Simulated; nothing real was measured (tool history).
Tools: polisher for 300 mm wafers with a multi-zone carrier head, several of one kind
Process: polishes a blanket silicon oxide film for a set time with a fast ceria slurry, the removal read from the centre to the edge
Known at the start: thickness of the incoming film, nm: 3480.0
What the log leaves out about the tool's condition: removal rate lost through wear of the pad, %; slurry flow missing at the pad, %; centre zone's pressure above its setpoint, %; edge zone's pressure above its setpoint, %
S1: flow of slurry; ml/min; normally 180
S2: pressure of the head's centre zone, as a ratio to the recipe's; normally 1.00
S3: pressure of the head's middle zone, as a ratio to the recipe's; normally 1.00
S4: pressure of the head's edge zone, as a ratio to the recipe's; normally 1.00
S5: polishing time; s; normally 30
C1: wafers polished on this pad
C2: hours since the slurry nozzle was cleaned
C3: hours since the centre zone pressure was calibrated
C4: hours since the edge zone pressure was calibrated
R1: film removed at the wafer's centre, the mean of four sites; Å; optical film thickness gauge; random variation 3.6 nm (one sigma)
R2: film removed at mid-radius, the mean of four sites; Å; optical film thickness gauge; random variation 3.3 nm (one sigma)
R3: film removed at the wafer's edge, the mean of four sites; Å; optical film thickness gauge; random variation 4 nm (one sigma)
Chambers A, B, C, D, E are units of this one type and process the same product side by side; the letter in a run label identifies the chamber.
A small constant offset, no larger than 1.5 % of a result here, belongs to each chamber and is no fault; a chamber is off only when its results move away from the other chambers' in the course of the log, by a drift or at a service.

run,hour,S1,S2,S3,S4,S5,C1,C2,C3,C4,R1,R2,R3
1E,4.4,180,1.00,1.00,1.00,30,826,7.2,1140.4,203.7,2766.7,2810.9,2802.8
# hour 9.9: chamber C: centre zone pressure recalibrated
2C,11.1,180,1.00,1.00,1.00,30,301,270.7,1.3,241.3,2738.0,2751.1,2819.5
# hour 11.4: chamber E: worn pad replaced by a new one
3B,17.7,180,1.00,1.00,1.00,30,1190,559.3,510.2,106.2,2734.3,2748.2,2805.6
# hour 23.1: chamber A: worn pad replaced by a new one
4D,24.8,180,1.00,1.00,1.00,30,371,255.7,522.1,617.5,2783.9,2828.5,2808.8
# hour 26.4: chamber C: worn pad replaced by a new one
5A,31.8,180,1.09,1.00,1.00,20,108,95.8,121.5,275.4,2012.7,1859.7,1839.6
6A,36.2,180,1.09,1.00,1.00,20,162,100.2,125.9,279.8,2040.7,1845.3,1811.9
# hour 38.8: chamber B: worn pad replaced by a new one
# hour 40.1: chamber B: slurry nozzle cleaned
7B,42.5,180,1.09,1.00,1.00,20,46,2.4,535.0,131.0,2039.6,1797.5,1905.2
8D,46.0,180,1.09,1.00,1.00,20,633,276.9,543.3,638.7,2009.9,1868.8,1845.4
9C,49.9,180,1.09,1.00,1.00,20,290,309.5,40.1,280.1,2051.1,1838.4,1834.7
10E,56.2,180,1.00,0.89,1.00,30,553,59.0,1192.2,255.5,2772.2,2519.5,2677.1
11B,59.9,180,1.00,0.89,1.00,30,261,19.8,552.4,148.4,2779.5,2444.6,2810.3
12E,63.7,180,1.00,0.89,1.00,30,645,66.5,1199.7,263.0,2727.9,2548.7,2761.7
13A,69.1,180,1.00,0.89,1.00,30,568,133.1,158.8,312.7,2727.5,2485.2,2722.0
# hour 69.2: chamber C: worn pad replaced by a new one
14D,75.8,180,1.00,0.89,1.00,30,1000,306.7,573.1,668.5,2754.8,2524.2,2742.4
# hour 77.6: chamber B: centre zone pressure recalibrated
15C,80.3,180,1.00,1.00,1.00,30,137,339.9,70.5,310.5,2803.3,2796.9,2783.1
# hour 81.2: chamber E: worn pad replaced by a new one
# hour 85.0: chamber A: worn pad replaced by a new one
16A,87.2,180,1.00,1.00,1.00,30,27,151.2,176.9,330.8,2709.6,2764.8,2747.7
17B,91.0,125,1.00,1.00,1.00,30,644,50.9,13.4,179.5,2857.3,2577.4,2651.8
# hour 91.2: chamber A: edge zone pressure recalibrated
18C,98.0,125,1.00,1.00,1.00,30,355,357.6,88.2,328.2,2574.6,2651.0,2631.6
# hour 98.2: chamber E: centre zone pressure recalibrated
19D,104.0,125,1.00,1.00,1.00,30,1348,334.9,601.3,696.7,2543.7,2673.8,2649.5
20E,107.7,125,1.00,1.00,1.00,30,327,110.5,9.5,307.0,2577.2,2632.8,2584.7
# hour 110.7: chamber C: worn pad replaced by a new one
21E,114.4,125,1.00,1.00,1.00,30,410,117.2,16.2,313.7,2556.8,2572.7,2632.4
22D,121.7,180,1.00,1.00,1.00,30,1567,352.6,619.0,714.4,2752.4,2831.5,2761.7
23C,126.9,180,1.00,1.00,0.95,30,201,386.5,117.1,357.1,2764.9,2778.7,2711.6
# hour 127.3: chamber D: worn pad replaced by a new one
# hour 130.5: chamber D: slurry nozzle cleaned
24B,132.4,180,1.00,1.00,0.95,30,1155,92.3,54.8,220.9,3076.5,2748.1,2734.1
25A,137.4,180,1.00,1.00,0.95,30,647,201.4,227.1,46.2,2662.8,2787.8,2676.3
26D,141.2,180,1.00,1.00,0.95,30,171,10.8,638.5,733.9,2760.9,2833.6,2715.3
27B,145.5,180,1.00,1.00,0.95,30,1317,105.4,67.9,234.0,3099.0,2685.3,2764.7
# hour 146.9: chamber A: worn pad replaced by a new one
28E,151.3,180,1.00,1.00,1.00,30,865,154.1,53.1,350.6,2817.4,2823.8,2788.3
29A,156.4,180,1.00,1.00,1.00,30,117,220.4,246.1,65.2,2752.5,2758.0,2816.8
# hour 157.5: chamber B: worn pad replaced by a new one
# hour 162.1: chamber C: worn pad replaced by a new one
30C,163.1,180,0.95,1.00,1.00,30,13,422.7,153.3,393.3,2675.9,2797.0,2736.6
# hour 166.9: chamber E: worn pad replaced by a new one
31E,167.4,180,0.95,1.00,1.00,30,7,170.2,69.2,366.7,2657.8,2825.3,2741.6
32A,172.0,180,0.95,1.00,1.00,30,309,236.0,261.7,80.8,2589.2,2739.8,2711.1
33C,175.2,180,0.95,1.00,1.00,30,162,434.8,165.4,405.4,2651.4,2730.5,2806.6
34B,182.4,180,0.95,1.00,1.00,30,308,142.3,104.8,270.9,2975.1,2792.0,2801.8
35D,186.3,180,1.00,1.00,1.00,30,728,55.9,683.6,779.0,2766.1,2781.6,2768.3
36C,191.2,180,1.00,1.00,1.00,30,359,450.8,181.4,421.4,2869.9,2805.3,2812.8
37A,195.5,180,1.00,1.00,1.00,30,599,259.5,285.2,104.3,2797.6,2831.3,2727.9
38D,200.1,180,1.00,1.00,1.00,30,898,69.7,697.4,792.8,2780.0,2747.6,2802.5

All chambers now run identical settings, listed one chamber a line with results as question marks. What results will each chamber show?
39A,205.4,180,1.12,1.00,1.00,30,,,,,?,?,?
39B,205.4,180,1.12,1.00,1.00,30,,,,,?,?,?
39C,205.4,180,1.12,1.00,1.00,30,,,,,?,?,?
39D,205.4,180,1.12,1.00,1.00,30,,,,,?,?,?
39E,205.4,180,1.12,1.00,1.00,30,,,,,?,?,?

run,R1,R2,R3
39A,3110.9,2756.9,2715.0
39B,3519.0,2741.6,2750.9
39C,3115.6,2782.2,2738.9
39D,3040.4,2762.7,2763.4
39E,3156.0,2845.2,2794.1

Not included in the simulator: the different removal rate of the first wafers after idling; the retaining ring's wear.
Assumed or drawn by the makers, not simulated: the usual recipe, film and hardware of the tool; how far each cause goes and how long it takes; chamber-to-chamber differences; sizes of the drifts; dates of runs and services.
